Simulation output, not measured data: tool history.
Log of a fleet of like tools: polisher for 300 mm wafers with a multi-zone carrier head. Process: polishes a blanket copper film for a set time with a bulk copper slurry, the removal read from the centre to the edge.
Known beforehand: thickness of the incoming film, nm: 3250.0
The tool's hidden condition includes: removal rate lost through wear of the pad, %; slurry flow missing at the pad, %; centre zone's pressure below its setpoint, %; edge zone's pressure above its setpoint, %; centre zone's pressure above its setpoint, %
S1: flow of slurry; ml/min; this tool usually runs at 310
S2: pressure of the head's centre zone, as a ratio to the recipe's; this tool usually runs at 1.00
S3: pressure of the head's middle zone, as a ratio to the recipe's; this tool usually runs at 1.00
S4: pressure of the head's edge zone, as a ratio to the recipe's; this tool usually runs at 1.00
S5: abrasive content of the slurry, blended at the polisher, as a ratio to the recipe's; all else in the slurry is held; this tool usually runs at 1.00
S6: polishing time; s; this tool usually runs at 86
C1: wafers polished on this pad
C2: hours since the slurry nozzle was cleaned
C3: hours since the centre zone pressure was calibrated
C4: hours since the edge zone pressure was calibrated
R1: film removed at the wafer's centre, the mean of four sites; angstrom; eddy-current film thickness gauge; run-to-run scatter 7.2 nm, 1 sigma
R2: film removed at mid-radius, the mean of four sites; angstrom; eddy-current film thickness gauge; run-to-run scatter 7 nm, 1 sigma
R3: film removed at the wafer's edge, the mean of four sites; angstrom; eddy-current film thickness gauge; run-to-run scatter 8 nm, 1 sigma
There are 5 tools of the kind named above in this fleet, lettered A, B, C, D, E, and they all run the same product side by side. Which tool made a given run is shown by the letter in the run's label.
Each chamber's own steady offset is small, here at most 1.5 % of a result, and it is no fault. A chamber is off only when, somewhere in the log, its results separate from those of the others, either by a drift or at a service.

run	day	S1	S2	S3	S4	S5	S6	C1	C2	C3	C4	R1	R2	R3
1C	0.154	310	1.00	1.00	1.00	1.00	86	87	158.9	285.6	445.2	6013.0	5914.4	5923.3
2D	0.317	310	1.00	1.00	1.00	1.00	86	949	105.9	660.0	379.3	5872.8	5878.8	5847.7
3B	0.525	310	1.00	1.00	1.00	1.00	86	125	204.1	190.4	174.9	5989.4	5978.7	6085.2
# day 0.588: chamber A: edge zone pressure recalibrated
4A	0.742	310	1.00	1.00	1.00	1.00	86	490	108.0	613.8	3.8	6009.2	5961.1	5996.9
5E	0.996	310	1.00	1.00	1.00	0.75	86	420	524.0	539.2	216.6	5459.3	5627.7	5651.2
6B	1.171	310	1.00	1.00	1.00	0.75	86	239	219.6	205.9	190.4	5661.0	5597.4	5534.1
7E	1.404	310	1.00	1.00	1.00	0.75	86	492	533.8	549.0	226.4	5509.4	5679.3	5424.3
8A	1.633	310	1.00	1.00	1.00	0.75	86	648	129.4	635.2	25.2	5622.1	5512.7	5657.7
9D	1.862	310	1.00	1.00	1.00	0.75	86	1223	143.0	697.1	416.4	5651.6	5699.9	5737.2
10C	2.108	310	1.00	1.00	1.00	1.00	86	433	205.8	332.5	492.1	5913.5	5917.1	5955.5
# day 2.304: chamber D: worn pad replaced by a new one
11A	2.342	310	1.00	1.00	1.00	1.00	86	774	146.4	652.2	42.2	5950.1	5812.0	6047.4
12E	2.558	310	1.00	1.00	1.00	1.00	86	697	561.5	576.7	254.1	5913.9	5898.2	5909.5
# day 2.804: chamber C: worn pad replaced by a new one
13B	2.808	310	1.00	1.00	1.00	1.00	86	529	258.9	245.2	229.7	6125.8	5940.4	5819.8
14C	3.071	310	1.00	1.00	1.00	1.00	86	47	228.9	355.6	515.2	5955.8	5808.4	5966.1
15D	3.204	310	1.00	1.00	1.00	1.00	86	159	175.2	729.3	448.6	5917.0	5878.7	5948.7
# day 3.250: chamber E: worn pad replaced by a new one
16B	3.454	310	1.00	1.00	1.00	1.00	112	644	274.4	260.7	245.2	8021.6	7708.1	7777.0
# day 3.604: chamber E: slurry nozzle cleaned
17E	3.717	310	1.00	1.00	1.00	1.00	112	82	2.8	604.5	281.9	7519.4	7750.9	7655.8
18D	3.908	310	1.00	1.00	1.00	1.00	112	284	192.1	746.2	465.5	7686.3	7664.2	7898.6
19C	4.192	310	1.00	1.00	1.00	1.00	112	246	255.8	382.5	542.1	7700.1	7684.2	7703.0
20A	4.375	310	1.00	1.00	1.00	1.00	112	1134	195.2	701.0	91.0	7504.3	7687.4	7666.0
21E	4.596	310	1.00	1.00	1.08	1.00	86	238	23.9	625.6	303.0	5879.6	5945.6	6087.2
# day 4.612: chamber B: worn pad replaced by a new one
22D	4.788	310	1.00	1.00	1.08	1.00	86	440	213.2	767.3	486.6	5871.0	5873.2	6169.8
23A	5.025	310	1.00	1.00	1.08	1.00	86	1249	210.8	716.6	106.6	5789.8	5826.0	6307.0
24B	5.204	310	1.00	1.00	1.08	1.00	86	105	316.4	302.7	287.2	6076.7	5927.5	6099.0
25C	5.446	310	1.00	1.00	1.08	1.00	86	468	285.9	412.6	572.2	5812.2	5772.3	6065.1
26A	5.600	310	1.00	1.00	1.00	1.00	86	1351	224.6	730.4	120.4	5836.1	5821.8	5941.4
# day 5.646: chamber E: edge zone pressure recalibrated
27C	5.754	310	1.00	1.00	0.88	0.85	86	523	293.3	420.0	579.6	5769.8	5687.0	5270.4
28B	5.892	310	1.00	1.00	0.88	0.85	86	227	332.9	319.2	303.7	5845.5	5630.1	5436.1
29E	6.096	310	1.00	1.00	0.88	0.85	86	504	59.9	661.6	10.8	5658.8	5760.8	5215.4
30D	6.267	310	1.00	1.00	0.88	0.85	86	702	248.7	802.8	522.1	5719.9	5886.1	5272.2
# day 6.296: chamber C: worn pad replaced by a new one
# day 6.329: chamber A: worn pad replaced by a new one
# day 6.417: chamber B: slurry nozzle cleaned
31A	6.446	310	1.00	1.00	0.88	0.85	86	20	244.9	750.7	140.7	5713.3	5719.5	5358.7
32C	6.575	410	1.00	0.93	1.00	1.00	86	49	313.0	439.7	599.3	6199.6	5641.2	6046.8
33B	6.771	410	1.00	0.93	1.00	1.00	86	382	8.5	340.3	324.8	6138.6	5690.7	5951.6
34E	6.929	410	1.00	0.93	1.00	1.00	86	651	79.9	681.6	30.8	5826.7	5696.0	5978.4
35D	7.146	410	1.00	0.93	1.00	1.00	86	857	269.8	823.9	543.2	6161.1	5751.7	6020.1
36D	7.342	410	1.00	0.93	1.00	1.00	86	892	274.5	828.6	547.9	6124.3	5608.4	5950.5
37E	7.567	415	1.00	1.00	1.00	1.00	86	764	95.2	696.9	46.1	6076.4	6011.1	6040.3
38A	7.746	415	1.00	1.00	1.00	1.00	86	250	276.1	781.9	171.9	6019.7	5913.5	6063.4
39B	7.896	415	1.00	1.00	1.00	1.00	86	582	35.5	367.3	351.8	6180.2	6144.6	5897.4
# day 7.908: chamber E: worn pad replaced by a new one
40C	8.067	415	1.00	1.00	1.00	1.00	86	313	348.8	475.5	635.1	6206.4	5965.8	5975.2
41D	8.333	415	1.00	1.00	1.00	1.00	86	1068	298.3	852.4	571.7	6050.6	6071.0	6020.3
# day 8.350: chamber C: edge zone pressure recalibrated
42E	8.496	310	1.00	1.00	1.00	1.00	86	104	117.5	719.2	68.4	5983.8	5981.0	5734.4
43C	8.725	310	1.00	1.00	1.00	1.00	86	430	364.6	491.3	9.1	5935.4	5786.0	5966.6

All chambers now run identical settings, listed one chamber a line with results as question marks. What results will each chamber show?
44A	8.925	310	0.93	1.00	1.00	1.00	86					?	?	?
44B	8.925	310	0.93	1.00	1.00	1.00	86					?	?	?
44C	8.925	310	0.93	1.00	1.00	1.00	86					?	?	?
44D	8.925	310	0.93	1.00	1.00	1.00	86					?	?	?
44E	8.925	310	0.93	1.00	1.00	1.00	86					?	?	?

run	R1	R2	R3
44A	5366.6	6020.4	5957.0
44B	5560.0	5821.4	5893.8
44C	5523.0	5819.3	5950.1
44D	5472.3	5935.8	5907.4
44E	5394.7	5951.5	5887.8
